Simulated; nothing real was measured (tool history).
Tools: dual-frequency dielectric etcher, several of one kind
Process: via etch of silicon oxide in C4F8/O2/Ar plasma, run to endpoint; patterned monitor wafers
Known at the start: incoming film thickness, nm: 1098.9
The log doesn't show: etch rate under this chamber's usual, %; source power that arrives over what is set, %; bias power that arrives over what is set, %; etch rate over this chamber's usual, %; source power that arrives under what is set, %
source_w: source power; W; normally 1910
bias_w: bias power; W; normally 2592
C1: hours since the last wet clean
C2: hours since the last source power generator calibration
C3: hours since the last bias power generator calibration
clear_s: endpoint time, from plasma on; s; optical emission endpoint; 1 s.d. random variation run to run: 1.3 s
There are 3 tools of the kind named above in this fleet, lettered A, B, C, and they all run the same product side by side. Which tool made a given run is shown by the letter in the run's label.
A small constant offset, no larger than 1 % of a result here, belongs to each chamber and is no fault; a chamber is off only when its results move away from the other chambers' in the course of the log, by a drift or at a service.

{"run": "1A", "day": 0.271, "source_w": 1910, "bias_w": 2592, "C1": 294.4, "C2": 12.4, "C3": 2101.1, "clear_s": 205.11}
{"run": "2B", "day": 0.454, "source_w": 1910, "bias_w": 2592, "C1": 410.6, "C2": 2618.7, "C3": 1498.4, "clear_s": 202.69}
{"run": "3C", "day": 0.729, "source_w": 1910, "bias_w": 2592, "C1": 381.8, "C2": 894.8, "C3": 959.1, "clear_s": 203.42}
{"run": "4C", "day": 0.95, "source_w": 1910, "bias_w": 2592, "C1": 387.1, "C2": 900.1, "C3": 964.4, "clear_s": 204.69}
{"day": 1.1, "done": "chamber B: wet clean of the chamber"}
{"run": "5A", "day": 1.221, "source_w": 1910, "bias_w": 2592, "C1": 317.2, "C2": 35.2, "C3": 2123.9, "clear_s": 203.75}
{"run": "6B", "day": 1.479, "source_w": 1910, "bias_w": 2592, "C1": 9.2, "C2": 2643.3, "C3": 1523.0, "clear_s": 201.64}
{"run": "7A", "day": 1.788, "source_w": 1610, "bias_w": 2592, "C1": 330.8, "C2": 48.8, "C3": 2137.5, "clear_s": 218.04}
{"run": "8B", "day": 2.054, "source_w": 1610, "bias_w": 2592, "C1": 23.0, "C2": 2657.1, "C3": 1536.8, "clear_s": 216.86}
{"run": "9C", "day": 2.308, "source_w": 1610, "bias_w": 2592, "C1": 419.7, "C2": 932.7, "C3": 997.0, "clear_s": 218.43}
{"run": "10A", "day": 2.575, "source_w": 1910, "bias_w": 2949, "C1": 349.7, "C2": 67.7, "C3": 2156.4, "clear_s": 196.98}
{"run": "11C", "day": 2.867, "source_w": 1910, "bias_w": 2949, "C1": 433.1, "C2": 946.1, "C3": 1010.4, "clear_s": 194.77}
{"run": "12B", "day": 3.125, "source_w": 1910, "bias_w": 2949, "C1": 48.7, "C2": 2682.8, "C3": 1562.5, "clear_s": 193.22}
{"run": "13B", "day": 3.429, "source_w": 1910, "bias_w": 2592, "C1": 56.0, "C2": 2690.1, "C3": 1569.8, "clear_s": 205.25}
{"run": "14A", "day": 3.592, "source_w": 2370, "bias_w": 2881, "C1": 374.1, "C2": 92.1, "C3": 2180.8, "clear_s": 184.32}
{"run": "15C", "day": 3.817, "source_w": 2370, "bias_w": 2881, "C1": 455.9, "C2": 968.9, "C3": 1033.2, "clear_s": 182.05}
{"run": "16B", "day": 4.004, "source_w": 2370, "bias_w": 2881, "C1": 69.8, "C2": 2703.9, "C3": 1583.6, "clear_s": 180.4}
{"run": "17A", "day": 4.196, "source_w": 1910, "bias_w": 2592, "C1": 388.6, "C2": 106.6, "C3": 2195.3, "clear_s": 203.49}
{"run": "18C", "day": 4.412, "source_w": 1910, "bias_w": 2592, "C1": 470.2, "C2": 983.2, "C3": 1047.5, "clear_s": 203.64}
{"run": "19A", "day": 4.675, "source_w": 1910, "bias_w": 2592, "C1": 400.1, "C2": 118.1, "C3": 2206.8, "clear_s": 204.95}
{"day": 4.725, "done": "chamber A: wet clean of the chamber"}
{"run": "20C", "day": 4.954, "source_w": 1910, "bias_w": 2592, "C1": 483.2, "C2": 996.2, "C3": 1060.5, "clear_s": 201.75}
{"run": "21B", "day": 5.154, "source_w": 1910, "bias_w": 2592, "C1": 97.4, "C2": 2731.5, "C3": 1611.2, "clear_s": 203.75}
{"run": "22A", "day": 5.4, "source_w": 1480, "bias_w": 2592, "C1": 16.3, "C2": 135.5, "C3": 2224.2, "clear_s": 226.98}

Which is it: a chamber that has drifted or been left off by a service, a gauge drift common to all chambers, or only each chamber's usual small offset? If a chamber is off, name it and its likeliest cause.

Beyond each chamber's small constant offset nothing stands out, and the gauge stays steady.
